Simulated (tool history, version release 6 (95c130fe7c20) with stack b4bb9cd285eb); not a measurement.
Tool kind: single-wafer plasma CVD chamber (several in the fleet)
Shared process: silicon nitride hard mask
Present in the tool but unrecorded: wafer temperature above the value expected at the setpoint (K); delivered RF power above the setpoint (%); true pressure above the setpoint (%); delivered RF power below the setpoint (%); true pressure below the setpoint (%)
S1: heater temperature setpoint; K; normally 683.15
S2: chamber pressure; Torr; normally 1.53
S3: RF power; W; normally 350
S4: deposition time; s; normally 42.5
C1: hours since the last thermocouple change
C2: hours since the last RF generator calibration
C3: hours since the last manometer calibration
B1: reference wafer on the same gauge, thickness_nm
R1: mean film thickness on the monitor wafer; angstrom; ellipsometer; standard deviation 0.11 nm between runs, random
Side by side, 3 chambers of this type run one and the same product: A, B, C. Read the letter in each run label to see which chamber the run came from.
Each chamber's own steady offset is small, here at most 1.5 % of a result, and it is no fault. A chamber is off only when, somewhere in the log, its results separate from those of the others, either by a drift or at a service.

run,hour,S1,S2,S3,S4,C1,C2,C3,B1,R1
1A,5.3,683.15,1.53,350,42.5,712,1815.7,663.7,61.025,525.75
2C,11.1,683.15,1.53,350,42.5,683.3,414.8,864.6,61.042,524.92
3B,18.7,683.15,1.53,350,42.5,575,1072.7,846.1,61.013,531.35
4A,23.9,683.15,1.53,350,42.5,730.6,1834.3,682.3,60.994,527.31
5B,27.4,683.15,1.53,350,42.5,583.7,1081.4,854.8,60.997,531.56
6C,34.6,683.15,1.53,350,42.5,706.8,438.3,888.1,61.007,525.92
7C,38.6,683.15,1.53,350,42.5,710.8,442.3,892.1,60.99,523.43
8B,43,683.15,1.53,350,42.5,599.3,1097,870.4,60.981,531.18
9A,47.7,683.15,1.53,295,35,754.4,1858.1,706.1,60.998,386.78
10A,54.8,683.15,1.53,295,35,761.5,1865.2,713.2,61.014,387.12
11C,59.1,683.15,1.53,295,35,731.3,462.8,912.6,60.965,386.23
12B,63.1,683.15,1.53,350,42.5,619.4,1117.1,890.5,61.001,531.36
13B,67.1,683.15,1.53,350,42.5,623.4,1121.1,894.5,60.999,530.67
14A,71.7,683.15,1.53,350,42.5,778.4,1882.1,730.1,61.047,525.92
15C,75.6,675.15,1.53,390,42.5,747.8,479.3,929.1,61,564.56
16C,82.5,675.15,1.53,390,42.5,754.7,486.2,936,61.026,564.28
17A,87.7,675.15,1.53,390,42.5,794.4,1898.1,746.1,60.996,561.49
18B,93.9,683.15,1.53,350,42.5,650.2,1147.9,921.3,61.031,531.73
19B,98.4,683.15,1.53,350,42.5,654.7,1152.4,925.8,60.983,529.6
20C,105.6,683.15,1.24,350,42.5,777.8,509.3,959.1,60.96,493.69
21A,109.8,683.15,1.24,350,42.5,816.5,1920.2,768.2,61.024,493.78
22B,114.3,683.15,1.24,350,42.5,670.6,1168.3,941.7,60.981,497.62
23A,121.2,683.15,1.53,350,42.5,827.9,1931.6,779.6,60.977,525.45
24C,128.7,683.15,1.53,350,42.5,800.9,532.4,982.2,61.05,525.94
25C,133.5,683.15,1.53,350,42.5,805.7,537.2,987,61.013,523.79
26A,138.2,683.15,1.53,350,42.5,844.9,1948.6,796.6,61.014,524.52
27B,144.1,683.15,1.26,410,42.5,700.4,1198.1,971.5,61.048,550.96
# hour 145.7: chamber C: capacitance manometer re-zeroed and calibrated
28C,150.9,683.15,1.26,410,42.5,823.1,554.6,5.3,60.989,534.14
29A,155.5,683.15,1.26,410,42.5,862.2,1965.9,813.9,61,545.97
30B,162.7,676.15,1.53,350,42.5,719,1216.7,990.1,61.006,532.73
31B,170.5,676.15,1.53,350,42.5,726.8,1224.5,997.9,60.99,531.86
32C,176.5,676.15,1.53,350,42.5,848.7,580.2,30.9,61.033,517.18
33A,182.2,683.15,1.53,350,42.5,888.9,1992.6,840.6,61.014,526.01
34A,187.5,683.15,1.53,350,42.5,894.2,1997.9,845.9,61.002,523.94
35C,195.3,683.15,1.53,350,42.5,867.5,599,49.7,61.001,517.01
36B,198.7,683.15,1.53,350,42.5,755,1252.7,1026.1,60.996,531.91
37C,204.6,683.15,1.53,350,42.5,876.8,608.3,59,61.01,516.82
38A,209.6,683.15,1.53,350,42.5,916.3,2020,868,61.013,526.94
39B,215.7,683.15,1.53,350,42.5,772,1269.7,1043.1,61.015,530.95
40A,220.5,683.15,1.53,350,42.5,927.2,2030.9,878.9,61.011,525.05
41B,225.2,683.15,1.53,350,42.5,781.5,1279.2,1052.6,60.99,531.47
42C,231.8,683.15,1.53,350,42.5,904,635.5,86.2,61.009,516.37
43A,236.8,683.15,1.53,350,42.5,943.5,2047.2,895.2,60.987,527.86
44B,241.7,683.15,1.53,350,42.5,798,1295.7,1069.1,60.978,531.24

For the next run the whole fleet of 3 chambers uses the same settings. Give each chamber's results:
45A,247.3,683.15,1.53,350,48.5,,,,,?
45B,247.3,683.15,1.53,350,48.5,,,,,?
45C,247.3,683.15,1.53,350,48.5,,,,,?

run,R1
45A,599.38
45B,605.8
45C,587.6

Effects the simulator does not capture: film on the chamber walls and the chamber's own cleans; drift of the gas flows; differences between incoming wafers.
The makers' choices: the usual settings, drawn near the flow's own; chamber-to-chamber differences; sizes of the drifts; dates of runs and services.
